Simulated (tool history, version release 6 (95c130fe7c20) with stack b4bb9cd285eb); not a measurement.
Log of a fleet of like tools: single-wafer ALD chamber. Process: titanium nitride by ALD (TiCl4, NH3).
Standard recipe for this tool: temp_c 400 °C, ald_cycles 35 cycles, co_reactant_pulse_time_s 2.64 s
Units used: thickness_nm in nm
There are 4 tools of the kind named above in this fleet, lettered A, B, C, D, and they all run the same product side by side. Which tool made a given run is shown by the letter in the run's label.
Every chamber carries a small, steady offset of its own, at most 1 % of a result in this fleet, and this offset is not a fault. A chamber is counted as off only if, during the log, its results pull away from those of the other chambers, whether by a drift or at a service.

run   hour  temp_c  ald_cycles  co_reactant_pulse_time_s  read-back reference wafer on the same gauge, thickness_nm  thickness_nm
 1C    9.8     400          35                      2.64                                                    0.72001       0.77787
 2B   20.4     400          35                      2.64                                                    0.71983         0.777
 3A   27.3     400          35                      2.64                                                    0.71943       0.77957
 4D   38.1     400          35                      2.64                                                    0.71956       0.77323
 5D   49.7     405          39                      2.64                                                    0.71955       0.86505
 6C   61.5     405          39                      2.64                                                    0.71936       0.86599
 7A     67     405          39                      2.64                                                     0.7191       0.86912
      72.2  -- chamber A: thermocouple changed; heater temperature recalibrated
 8B   75.5     405          39                      2.64                                                    0.71919       0.86599
 9D   85.4     400          35                      2.64                                                      0.719       0.77571
10A   95.4     400          35                      2.64                                                      0.719       0.77992
11B  100.9     400          40                      2.64                                                    0.71896       0.88463
12C  111.7     400          40                      2.64                                                    0.71885       0.88814
13B  122.2     400          40                      2.64                                                    0.71853       0.88535
14D  128.9     400          40                      2.64                                                    0.71857        0.8824
15C  134.2     400          35                      2.64                                                    0.71847       0.77503
16A  143.3     400          35                      2.64                                                     0.7185       0.77791
17A    149     400          35                      2.64                                                    0.71833       0.77865
18C  158.8     400          35                      2.64                                                    0.71814       0.77703
19B  167.9     400          35                      2.64                                                    0.71814       0.77471
20D  179.1     394          35                      2.64                                                    0.71829       0.77107
21C  188.5     394          35                      2.64                                                    0.71799       0.77155
22D  198.4     394          35                      2.64                                                    0.71767       0.76879
23B  209.5     394          35                      2.64                                                    0.71774       0.77107
24A  214.7     400          35                      2.64                                                    0.71783       0.77791
25D  223.9     400          35                      2.64                                                    0.71756       0.77226
26B  229.7     400          35                      2.64                                                     0.7173       0.77388
27A  238.1     400          35                      2.64                                                    0.71735       0.77639
28C  244.7     400          35                      2.64                                                    0.71733       0.77372
29C  251.9     400          35                      2.64                                                    0.71726        0.7759
30D  260.3     400          35                      2.64                                                    0.71721       0.77082
31B    269     400          35                      2.64                                                    0.71713       0.77115
32A  278.5     400          35                      2.64                                                     0.7169       0.77663
33C  285.4     400          35                      2.64                                                    0.71703       0.77479
34A  295.4     400          41                      2.26                                                    0.71652       0.90453
35B  305.9     400          41                      2.26                                                    0.71672       0.89784
36D    312     400          41                      2.26                                                    0.71656       0.89915
37B  318.7     400          41                      2.26                                                     0.7162        0.9002
38D  327.1     406          35                      1.82                                                    0.71646       0.76283
     327.5  -- chamber C: thermocouple changed; heater temperature recalibrated
39C  335.1     406          35                      1.82                                                    0.71648       0.76436

Does one chamber stand apart from the rest, does the shared gauge drift, or is all well apart from small per-chamber offsets? Give the chamber and the most likely cause, where there is one.

The shared gauge is drifting. All chambers look as if they move in step, but none is off.
Most likely cause: gauge reads low (%) = 0.531.

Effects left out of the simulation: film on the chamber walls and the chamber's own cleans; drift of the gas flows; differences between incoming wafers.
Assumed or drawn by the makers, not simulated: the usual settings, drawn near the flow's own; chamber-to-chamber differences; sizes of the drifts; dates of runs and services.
